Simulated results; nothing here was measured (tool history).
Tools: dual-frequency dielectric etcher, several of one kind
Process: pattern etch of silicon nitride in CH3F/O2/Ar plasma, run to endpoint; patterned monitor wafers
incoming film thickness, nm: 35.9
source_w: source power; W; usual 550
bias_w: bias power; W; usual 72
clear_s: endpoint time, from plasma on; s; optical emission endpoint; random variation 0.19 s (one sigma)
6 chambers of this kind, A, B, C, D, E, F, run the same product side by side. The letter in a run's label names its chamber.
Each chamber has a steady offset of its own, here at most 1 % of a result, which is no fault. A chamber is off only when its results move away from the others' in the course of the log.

run,hour,source_w,bias_w,hours since the last wet clean,hours since the last source power generator calibration,hours since the last bias power generator calibration,clear_s
1D,5.7,550,72,158.6,1146.3,1662.4,45.719
# hour 6.6: chamber A: wet clean of the chamber
2C,12.7,550,72,147.0,2598.9,4099.6,45.703
3E,18.1,550,72,385.5,2177.7,4757.6,45.739
4A,21.9,550,72,15.3,2796.6,1269.8,45.844
5B,26.1,550,72,532.9,34.0,1207.7,45.872
# hour 26.6: chamber C: bias power generator calibrated
6F,32.3,480,87,195.7,352.3,1055.6,45.252
7A,37.7,480,87,31.1,2812.4,1285.6,45.240
8F,44.5,480,87,207.9,364.5,1067.8,45.775
9D,50.9,480,87,203.8,1191.5,1707.6,45.547
10E,57.9,480,87,425.3,2217.5,4797.4,45.498
11B,62.3,480,87,569.1,70.2,1243.9,44.677
12C,70.5,550,72,204.8,2656.7,43.9,45.847
13E,75.4,550,72,442.8,2235.0,4814.9,46.047
14D,82.3,550,72,235.2,1222.9,1739.0,45.868
15C,90.5,550,72,224.8,2676.7,63.9,45.511
16B,95.4,550,72,602.2,103.3,1277.0,45.735
17A,101.1,550,72,94.5,2875.8,1349.0,45.966
18F,107.4,550,72,270.8,427.4,1130.7,46.124
19D,111.7,550,72,264.6,1252.3,1768.4,46.280
20C,115.7,550,72,250.0,2701.9,89.1,45.864
21A,122.1,550,72,115.5,2896.8,1370.0,46.072
# hour 122.9: chamber B: wet clean of the chamber
22B,130.4,550,72,7.6,138.3,1312.0,45.529
23E,137.0,550,72,504.4,2296.6,4876.5,45.396
24F,143.2,550,72,306.6,463.2,1166.5,45.796
25F,149.4,420,56,312.8,469.4,1172.7,55.536
26D,156.6,420,56,309.5,1297.2,1813.3,55.729
27E,160.8,420,56,528.2,2320.4,4900.3,54.473
28C,166.7,420,56,301.0,2752.9,140.1,55.119
29A,175.0,420,56,168.4,2949.7,1422.9,55.074
30B,182.3,420,56,59.5,190.2,1363.9,55.221
31C,186.8,550,72,321.1,2773.0,160.2,45.914
32E,192.7,480,81,560.1,2352.3,4932.2,45.919
33B,199.4,480,81,76.6,207.3,1381.0,46.226
34F,206.4,480,81,369.8,526.4,1229.7,46.246
35D,213.1,480,81,366.0,1353.7,1869.8,46.386
36A,220.8,480,81,214.2,2995.5,1468.7,46.156

Next, every chamber runs the same settings. What will each give?
37A,226.9,550,72,,,,?
37B,226.9,550,72,,,,?
37C,226.9,550,72,,,,?
37D,226.9,550,72,,,,?
37E,226.9,550,72,,,,?
37F,226.9,550,72,,,,?

run,clear_s
37A,45.622
37B,45.772
37C,45.814
37D,46.064
37E,45.105
37F,46.114
